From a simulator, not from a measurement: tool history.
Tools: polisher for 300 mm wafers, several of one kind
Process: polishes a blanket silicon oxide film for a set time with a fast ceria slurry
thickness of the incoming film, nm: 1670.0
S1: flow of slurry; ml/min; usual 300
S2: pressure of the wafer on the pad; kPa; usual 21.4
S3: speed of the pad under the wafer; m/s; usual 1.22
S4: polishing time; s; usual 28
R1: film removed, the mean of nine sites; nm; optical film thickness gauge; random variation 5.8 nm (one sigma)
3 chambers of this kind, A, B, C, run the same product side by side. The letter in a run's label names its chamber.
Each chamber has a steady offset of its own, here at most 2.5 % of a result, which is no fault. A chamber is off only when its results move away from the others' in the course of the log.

{"run": "1C", "hour": 3.1, "S1": 300, "S2": 21.4, "S3": 1.22, "S4": 28, "R1": 490.5}
{"run": "2B", "hour": 8.2, "S1": 300, "S2": 21.4, "S3": 1.22, "S4": 28, "R1": 505.73}
{"run": "3A", "hour": 12.6, "S1": 300, "S2": 21.4, "S3": 1.22, "S4": 28, "R1": 491.83}
{"run": "4C", "hour": 17.6, "S1": 300, "S2": 21.4, "S3": 1.22, "S4": 28, "R1": 498.47}
{"run": "5B", "hour": 20.7, "S1": 300, "S2": 21.4, "S3": 1.22, "S4": 28, "R1": 500.25}
{"run": "6A", "hour": 25.4, "S1": 300, "S2": 21.4, "S3": 1.22, "S4": 28, "R1": 487.49}
{"run": "7B", "hour": 27.8, "S1": 300, "S2": 21.4, "S3": 1.22, "S4": 28, "R1": 497.87}
{"hour": 29.3, "done": "chamber A: worn pad replaced by a new one"}
{"hour": 30.2, "done": "chamber C: worn pad replaced by a new one"}
{"run": "8C", "hour": 32.6, "S1": 300, "S2": 21.4, "S3": 1.22, "S4": 28, "R1": 485.81}
{"run": "9A", "hour": 37.7, "S1": 300, "S2": 21.4, "S3": 1.22, "S4": 28, "R1": 489.92}
{"hour": 37.8, "done": "chamber B: slurry nozzle cleaned"}
{"run": "10B", "hour": 41.0, "S1": 300, "S2": 21.4, "S3": 1.22, "S4": 28, "R1": 493.08}
{"run": "11A", "hour": 46.0, "S1": 300, "S2": 21.4, "S3": 1.22, "S4": 28, "R1": 501.13}
{"run": "12C", "hour": 48.6, "S1": 300, "S2": 21.4, "S3": 1.22, "S4": 28, "R1": 476.57}
{"hour": 48.7, "done": "chamber B: worn pad replaced by a new one"}
{"run": "13B", "hour": 52.8, "S1": 300, "S2": 21.4, "S3": 1.22, "S4": 28, "R1": 496.15}
{"run": "14A", "hour": 55.2, "S1": 300, "S2": 21.4, "S3": 1.22, "S4": 28, "R1": 491.34}
{"run": "15C", "hour": 58.6, "S1": 300, "S2": 21.4, "S3": 1.22, "S4": 28, "R1": 465.22}
{"run": "16B", "hour": 61.8, "S1": 300, "S2": 21.4, "S3": 1.22, "S4": 28, "R1": 483.43}
{"run": "17C", "hour": 64.9, "S1": 300, "S2": 21.4, "S3": 1.22, "S4": 28, "R1": 466.02}
{"run": "18A", "hour": 68.9, "S1": 300, "S2": 21.4, "S3": 1.22, "S4": 28, "R1": 493.11}
{"hour": 69.3, "done": "chamber C: worn pad replaced by a new one"}
{"run": "19B", "hour": 73.3, "S1": 300, "S2": 21.4, "S3": 1.22, "S4": 28, "R1": 503.44}
{"run": "20A", "hour": 76.6, "S1": 300, "S2": 21.4, "S3": 1.22, "S4": 28, "R1": 485.83}
{"run": "21C", "hour": 81.5, "S1": 300, "S2": 21.4, "S3": 1.22, "S4": 28, "R1": 449.19}
{"hour": 83.1, "done": "chamber A: slurry nozzle cleaned"}
{"run": "22C", "hour": 86.0, "S1": 300, "S2": 21.4, "S3": 1.22, "S4": 28, "R1": 439.36}
{"run": "23B", "hour": 90.6, "S1": 300, "S2": 21.4, "S3": 1.22, "S4": 28, "R1": 499.84}
{"run": "24A", "hour": 95.1, "S1": 250, "S2": 21.4, "S3": 1.22, "S4": 34, "R1": 581.51}
{"run": "25B", "hour": 98.0, "S1": 250, "S2": 21.4, "S3": 1.22, "S4": 34, "R1": 606.08}
{"run": "26A", "hour": 100.3, "S1": 250, "S2": 21.4, "S3": 1.22, "S4": 34, "R1": 593.97}

All 3 chambers run these settings next. Forecast each chamber's results:
{"run": "27A", "hour": 104.1, "S1": 300, "S2": 21.4, "S3": 1.22, "S4": 28, "R1": "?"}
{"run": "27B", "hour": 104.1, "S1": 300, "S2": 21.4, "S3": 1.22, "S4": 28, "R1": "?"}
{"run": "27C", "hour": 104.1, "S1": 300, "S2": 21.4, "S3": 1.22, "S4": 28, "R1": "?"}

run=27A R1=490.47
run=27B R1=495.91
run=27C R1=432.59
